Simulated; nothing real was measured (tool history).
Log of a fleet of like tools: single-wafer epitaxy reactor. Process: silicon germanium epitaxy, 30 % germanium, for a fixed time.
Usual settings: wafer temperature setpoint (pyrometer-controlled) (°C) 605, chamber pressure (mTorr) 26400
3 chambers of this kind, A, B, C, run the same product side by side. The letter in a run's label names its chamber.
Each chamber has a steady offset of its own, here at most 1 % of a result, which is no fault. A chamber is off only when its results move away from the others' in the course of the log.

run,hour,wafer temperature setpoint (pyrometer-controlled) (°C),chamber pressure (mTorr),hours since the last pyrometer calibration,hours since the last manometer calibration,"read-back reference wafer on the same gauge, thickness_nm",mean film thickness on the monitor wafer (nm)
1C,2.9,605,26400,1376.5,835.8,73.578,71.868
2B,8.4,605,26400,920.7,168.3,73.601,72.104
3A,12.6,605,26400,558.6,1540.8,73.643,71.840
4B,15.4,605,26400,927.7,175.3,73.583,72.352
5C,20.6,605,26400,1394.2,853.5,73.630,71.897
6A,23.2,605,26400,569.2,1551.4,73.613,71.736
7B,26.0,605,26400,938.3,185.9,73.567,72.213
8A,30.9,605,26400,576.9,1559.1,73.582,71.926
9C,35.4,605,26400,1409.0,868.3,73.630,72.527
10A,39.3,605,22800,585.3,1567.5,73.563,67.525
11B,43.9,605,22800,956.2,203.8,73.587,68.167
12C,47.3,605,22800,1420.9,880.2,73.589,68.429
13C,52.9,605,26400,1426.5,885.8,73.593,72.809
14B,56.2,605,26400,968.5,216.1,73.602,72.397
15A,58.9,605,26400,604.9,1587.1,73.628,71.861
16B,64.6,605,26400,976.9,224.5,73.544,72.468
17A,68.2,605,26400,614.2,1596.4,73.591,71.724
18C,72.5,605,26400,1446.1,905.4,73.573,73.185
19B,75.8,605,26400,988.1,235.7,73.597,72.463
# hour 79.8: chamber A: capacitance manometer re-zeroed and calibrated
20C,80.0,605,26400,1453.6,912.9,73.595,72.968
21A,83.9,605,26400,629.9,4.1,73.548,71.537
22C,87.1,605,26400,1460.7,920.0,73.638,73.528
23B,89.9,605,26400,1002.2,249.8,73.592,72.276
24A,94.8,605,26400,640.8,15.0,73.597,71.818
25C,97.8,605,26400,1471.4,930.7,73.592,73.569
26A,103.3,605,26400,649.3,23.5,73.622,71.803
27B,107.0,605,31000,1019.3,266.9,73.590,77.047
28C,110.8,605,31000,1484.4,943.7,73.613,78.630
29B,115.0,605,31000,1027.3,274.9,73.588,76.947
30A,118.7,598,23200,664.7,38.9,73.597,59.879
31A,121.4,598,23200,667.4,41.6,73.608,60.202
32B,124.8,598,23200,1037.1,284.7,73.604,60.175
33C,127.7,605,26400,1501.3,960.6,73.573,74.304

Is one chamber off against the others, does the gauge drift, or is nothing wrong? If a chamber is off, say which, and what the likeliest cause is.

Chamber C drifts away from the others.
Cause: true pressure above the setpoint (%) = 7.91.
The log may not tell that from: wafer temperature above the value expected at the setpoint (K).

Here are 4 candidates for chamber C's next run, each the usual settings with a change, their results left as question marks. Which one brings its results back in line with what the others give on the usual settings?
In line means no further than this from the other chambers' mean on the usual settings: mean film thickness on the monitor wafer (nm) 0.620
34C-1,131.8,605,27300,,,,?
34C-2,131.8,605,28400,,,,?
34C-3,131.8,605,24400,,,,?
34C-4,131.8,605,25500,,,,?

The other chambers' mean on the usual settings: mean film thickness on the monitor wafer (nm) 72.007
run,mean film thickness on the monitor wafer (nm)
34C-1,75.422
34C-2,76.623
34C-3,72.111
34C-4,73.393
34C-3 brings the chamber back in line.
